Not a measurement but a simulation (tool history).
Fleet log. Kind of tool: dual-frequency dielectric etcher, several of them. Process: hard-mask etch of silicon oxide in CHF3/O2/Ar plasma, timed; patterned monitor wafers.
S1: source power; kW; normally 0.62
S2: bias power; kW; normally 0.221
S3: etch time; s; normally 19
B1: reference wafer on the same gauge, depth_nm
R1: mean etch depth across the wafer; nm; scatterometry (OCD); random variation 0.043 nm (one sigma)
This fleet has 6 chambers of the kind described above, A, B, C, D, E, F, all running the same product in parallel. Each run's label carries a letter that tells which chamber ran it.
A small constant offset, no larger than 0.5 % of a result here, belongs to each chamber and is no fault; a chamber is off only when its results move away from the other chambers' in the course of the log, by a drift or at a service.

run	hour	S1	S2	S3	B1	R1
1A	2.9	0.62	0.221	19	37.613	40.889
2D	5.8	0.62	0.221	19	37.6	40.718
3E	9.8	0.62	0.221	19	37.616	40.992
4B	14.9	0.62	0.221	19	37.613	40.923
5F	18.8	0.62	0.221	19	37.617	40.688
6C	21.7	0.62	0.221	19	37.622	40.847
7C	26.9	0.62	0.221	19	37.627	41.016
8F	32.1	0.62	0.221	19	37.624	40.645
9E	36.5	0.71	0.221	19	37.636	43.182
10B	39.3	0.71	0.221	19	37.645	43.137
# hour 41.1: chamber E: wet clean of the chamber
11D	43.2	0.71	0.221	19	37.652	42.978
12A	47.8	0.71	0.221	19	37.647	43.112
13F	52.3	0.71	0.221	19	37.662	42.747
14A	57.3	0.71	0.221	19	37.668	43.172
15C	59.9	0.62	0.221	19	37.664	40.927
16B	63.7	0.62	0.221	19	37.657	40.972
17E	69.2	0.62	0.221	19	37.685	41.058
18D	74.2	0.62	0.221	19	37.68	40.783
19A	78.6	0.62	0.221	19	37.687	40.958
20E	81.4	0.62	0.221	19	37.695	40.978
21F	85.4	0.52	0.221	15.5	37.69	31.134
22B	88.2	0.52	0.221	15.5	37.685	31.377
23C	93.7	0.52	0.221	15.5	37.703	31.251
24D	97.5	0.52	0.221	15.5	37.708	31.119
25D	101.8	0.52	0.221	15.5	37.716	31.124
26A	105.4	0.52	0.221	15.5	37.719	31.355
27F	109.7	0.62	0.221	19	37.713	40.674
28B	112.5	0.62	0.221	19	37.724	41.056
29C	116.1	0.62	0.221	19	37.733	41.012
30E	119.4	0.62	0.221	19	37.725	41.073
31B	122.7	0.62	0.221	19	37.725	41.027
32A	125.6	0.62	0.221	19	37.731	41.054
33D	130	0.72	0.221	19	37.739	43.375
34F	133.8	0.72	0.221	19	37.73	43.129
35C	139.2	0.72	0.221	19	37.732	43.53
36E	142.7	0.72	0.221	19	37.742	43.491
37F	148.1	0.72	0.221	19	37.756	43.228
38C	150.5	0.72	0.221	19	37.76	43.54

What goes on in this fleet: one chamber off, a drifting gauge, or nothing beyond the chambers' own small offsets? Name the chamber and the cause, if any.

Gauge drift. The chambers move together only on paper, and none stands off.
Likeliest cause: gauge reads high (%) = 0.435.

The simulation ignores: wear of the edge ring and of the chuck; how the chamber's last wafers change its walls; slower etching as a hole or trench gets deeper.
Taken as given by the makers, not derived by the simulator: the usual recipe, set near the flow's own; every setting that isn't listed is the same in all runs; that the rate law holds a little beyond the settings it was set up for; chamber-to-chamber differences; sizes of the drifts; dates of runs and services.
